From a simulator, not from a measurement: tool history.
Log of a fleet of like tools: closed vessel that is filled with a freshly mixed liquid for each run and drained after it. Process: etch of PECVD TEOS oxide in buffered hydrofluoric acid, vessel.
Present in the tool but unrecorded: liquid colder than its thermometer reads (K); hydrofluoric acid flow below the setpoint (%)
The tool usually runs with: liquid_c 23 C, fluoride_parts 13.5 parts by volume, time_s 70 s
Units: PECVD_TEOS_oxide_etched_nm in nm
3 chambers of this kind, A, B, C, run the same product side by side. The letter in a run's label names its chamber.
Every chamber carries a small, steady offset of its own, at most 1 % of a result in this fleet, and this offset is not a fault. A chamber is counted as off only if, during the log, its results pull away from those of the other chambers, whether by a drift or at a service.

| run | hour | liquid_c | fluoride_parts | time_s | hours since the thermometer was replaced | hours since the hydrofluoric acid flow meter was replaced | read-back film thickness of the PECVD TEOS oxide reference wafer, read on the same gauge (nm) | PECVD_TEOS_oxide_etched_nm |
|---|---|---|---|---|---|---|---|---|
| 1B | 7.5 | 23 | 13.5 | 70 | 1300.7 | 830.8 | 110 | 61.968 |
| 2C | 13.6 | 23 | 13.5 | 70 | 861.3 | 1239.1 | 110 | 61.428 |
| 3A | 22.7 | 23 | 13.5 | 70 | 586.1 | 2048.8 | 109.99 | 61.667 |
| 4A | 29.9 | 23 | 13.5 | 70 | 593.3 | 2056 | 110.04 | 60.582 |
| 5B | 37.5 | 23 | 13.5 | 70 | 1330.7 | 860.8 | 110 | 61.979 |
| 6C | 43.5 | 23 | 13.5 | 70 | 891.2 | 1269 | 109.97 | 61.015 |
|  | 46.2 | chamber B: hydrofluoric acid flow meter replaced |
| 7C | 52 | 23 | 13.5 | 110 | 899.7 | 1277.5 | 110 | 94.869 |
| 8A | 59.5 | 23 | 13.5 | 110 | 622.9 | 2085.6 | 110 | 95.969 |
| 9B | 64.6 | 23 | 13.5 | 110 | 1357.8 | 18.5 | 110.02 | 96.323 |
| 10B | 69.2 | 23 | 13.5 | 70 | 1362.4 | 23.1 | 109.95 | 61.35 |
| 11C | 74.7 | 23 | 13.5 | 70 | 922.4 | 1300.2 | 110 | 60.847 |
| 12A | 83 | 23 | 13.5 | 70 | 646.4 | 2109.1 | 110.04 | 62.594 |
| 13C | 88.4 | 23 | 13.5 | 70 | 936.1 | 1313.9 | 109.98 | 60.524 |
| 14A | 96 | 23 | 13.5 | 70 | 659.4 | 2122.1 | 110 | 60.989 |
| 15B | 104.2 | 23 | 13.5 | 70 | 1397.4 | 58.1 | 109.95 | 60.976 |
| 16A | 108.3 | 23 | 13.5 | 70 | 671.7 | 2134.4 | 109.99 | 62.21 |
|  | 113.2 | chamber B: thermometer replaced |
| 17B | 115.4 | 23 | 13.5 | 70 | 2.2 | 69.3 | 110.01 | 62.2 |
| 18C | 119.4 | 23 | 13.5 | 70 | 967.1 | 1344.9 | 109.99 | 58.674 |
| 19C | 126.8 | 23 | 13.5 | 70 | 974.5 | 1352.3 | 110.01 | 58.601 |
| 20B | 132.6 | 23 | 13.5 | 70 | 19.4 | 86.5 | 110.02 | 60.976 |
| 21A | 139.5 | 23 | 13.5 | 70 | 702.9 | 2165.6 | 109.98 | 62.145 |
| 22B | 148.1 | 23 | 13.5 | 70 | 34.9 | 102 | 109.98 | 61.895 |
| 23C | 156.5 | 23 | 13.5 | 70 | 1004.2 | 1382 | 109.99 | 58.793 |
| 24A | 162 | 23 | 13.5 | 70 | 725.4 | 2188.1 | 109.98 | 61.681 |
| 25A | 169.5 | 23 | 13.5 | 70 | 732.9 | 2195.6 | 109.98 | 61.103 |
| 26C | 173.8 | 23 | 13.5 | 70 | 1021.5 | 1399.3 | 110.06 | 58.434 |
| 27B | 183.1 | 23 | 13.5 | 70 | 69.9 | 137 | 110.02 | 61.692 |
| 28C | 188.3 | 23 | 13.5 | 70 | 1036 | 1413.8 | 110 | 57.758 |
| 29A | 196.5 | 23 | 13.5 | 70 | 759.9 | 2222.6 | 109.97 | 61.598 |
| 30B | 204.7 | 23 | 13.5 | 70 | 91.5 | 158.6 | 109.99 | 62.094 |
| 31C | 210.5 | 23 | 13.5 | 70 | 1058.2 | 1436 | 109.95 | 57.936 |
| 32B | 219.5 | 23 | 13.5 | 70 | 106.3 | 173.4 | 110.02 | 61.666 |
| 33A | 227.1 | 23 | 13.5 | 90 | 790.5 | 2253.2 | 109.97 | 79.011 |
| 34B | 234.4 | 23 | 13.5 | 90 | 121.2 | 188.3 | 110.01 | 78.312 |
| 35A | 242.3 | 23 | 13.5 | 90 | 805.7 | 2268.4 | 109.99 | 79.823 |
| 36C | 247.8 | 23 | 13.5 | 70 | 1095.5 | 1473.3 | 110.03 | 56.846 |
| 37A | 254.2 | 23 | 13.5 | 50 | 817.6 | 2280.3 | 110 | 44.503 |
| 38B | 259.1 | 23 | 13.5 | 50 | 145.9 | 213 | 110 | 43.903 |
| 39C | 263.1 | 23 | 13.5 | 50 | 1110.8 | 1488.6 | 109.99 | 40.799 |
| 40A | 268 | 23 | 13.5 | 70 | 831.4 | 2294.1 | 109.98 | 60.908 |
| 41C | 274.9 | 23 | 13.5 | 70 | 1122.6 | 1500.4 | 109.98 | 56.75 |
| 42B | 280 | 23 | 13.5 | 70 | 166.8 | 233.9 | 110.02 | 61.424 |
| 43C | 284.8 | 23 | 13.5 | 70 | 1132.5 | 1510.3 | 110.02 | 55.164 |
| 44B | 289.6 | 23 | 13.5 | 70 | 176.4 | 243.5 | 109.99 | 60.875 |

One chamber off, gauge drift, or nothing amiss beyond the chambers' own small offsets? If it is a chamber, which one, and what is the likeliest cause?

Little by little, chamber C moves away from the other chambers.
Most likely cause: liquid colder than its thermometer reads (K) = 1.64.
The log may not tell that from: hydrofluoric acid flow below the setpoint (%).

Here are 4 candidates for chamber C's next run, each the usual settings with a change, their results left as question marks. Which one brings its results back in line with what the others give on the usual settings?
In-line tolerance around the mean of the other chambers on the usual settings: PECVD_TEOS_oxide_etched_nm 1.5 nm
| 45C-1 | 296.3 | 23 | 13 | 75 |  |  |  | ? |
| 45C-2 | 296.3 | 22.5 | 14.5 | 70 |  |  |  | ? |
| 45C-3 | 296.3 | 23 | 11.5 | 70 |  |  |  | ? |
| 45C-4 | 296.3 | 23 | 13.5 | 60 |  |  |  | ? |

Average result of the remaining chambers running the usual settings: PECVD_TEOS_oxide_etched_nm 61.555 nm
| run | PECVD_TEOS_oxide_etched_nm |
|---|---|
| 45C-1 | 61.715 |
| 45C-2 | 50.409 |
| 45C-3 | 64.817 |
| 45C-4 | 47.606 |
The answer is 45C-1, which returns the chamber to within the allowed miss of the others.
